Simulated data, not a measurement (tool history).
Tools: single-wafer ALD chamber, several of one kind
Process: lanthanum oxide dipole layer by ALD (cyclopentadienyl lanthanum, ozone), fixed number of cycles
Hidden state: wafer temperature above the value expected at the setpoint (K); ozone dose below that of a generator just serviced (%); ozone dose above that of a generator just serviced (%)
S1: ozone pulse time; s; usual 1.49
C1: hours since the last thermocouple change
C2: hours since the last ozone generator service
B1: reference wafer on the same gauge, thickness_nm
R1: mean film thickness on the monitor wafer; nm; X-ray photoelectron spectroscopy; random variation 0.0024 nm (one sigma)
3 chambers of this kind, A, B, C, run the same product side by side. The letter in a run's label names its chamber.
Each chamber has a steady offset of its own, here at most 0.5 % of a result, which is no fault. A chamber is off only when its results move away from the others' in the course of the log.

run,day,S1,C1,C2,B1,R1
# day 0.329: chamber B: ozone generator serviced
1A,0.408,1.49,2678.4,1459.2,0.49433,0.55101
2B,0.721,1.49,302.5,9.4,0.49368,0.5481
3C,1.038,1.49,2699.5,1522.2,0.49418,0.53975
4C,1.379,1.49,2707.7,1530.4,0.49395,0.54349
5A,1.621,1.49,2707.5,1488.3,0.49398,0.54472
6B,1.942,1.2,331.8,38.7,0.49341,0.52619
7C,2.196,1.2,2727.3,1550,0.49447,0.52003
8A,2.442,1.2,2727.2,1508,0.49405,0.51963
9B,2.775,1.49,351.8,58.7,0.49353,0.54805
10C,3.208,1.49,2751.6,1574.3,0.49427,0.54876
11A,3.475,1.49,2752,1532.8,0.49376,0.54761
# day 3.7: chamber A: ozone generator serviced
12B,3.775,1.49,375.8,82.7,0.49354,0.54923
13C,4.104,1.49,2773.1,1595.8,0.49408,0.54607
14A,4.5,1.49,2776.6,19.3,0.49368,0.54219
15B,4.829,1.49,401.1,108,0.49364,0.54539
16C,5.1,1.28,2797,1619.7,0.49337,0.53147
17A,5.35,1.28,2797,39.7,0.49403,0.53372
18B,5.717,1.28,422.4,129.3,0.49426,0.53354
19B,6.138,1.49,432.5,139.4,0.4941,0.55255
20C,6.533,1.49,2831.4,1654.1,0.49398,0.54423
21A,6.825,1.49,2832.4,75.1,0.49425,0.54307
22B,7.071,1.49,454.9,161.8,0.49396,0.54648
# day 7.367: chamber A: thermocouple changed; heater temperature recalibrated
23A,7.417,1.49,1.3,89.3,0.49345,0.54645

Is one chamber off against the others, does the gauge drift, or is nothing wrong? If a chamber is off, say which, and what the likeliest cause is.

No chamber stands off beyond its own small offset, and the gauge holds steady.
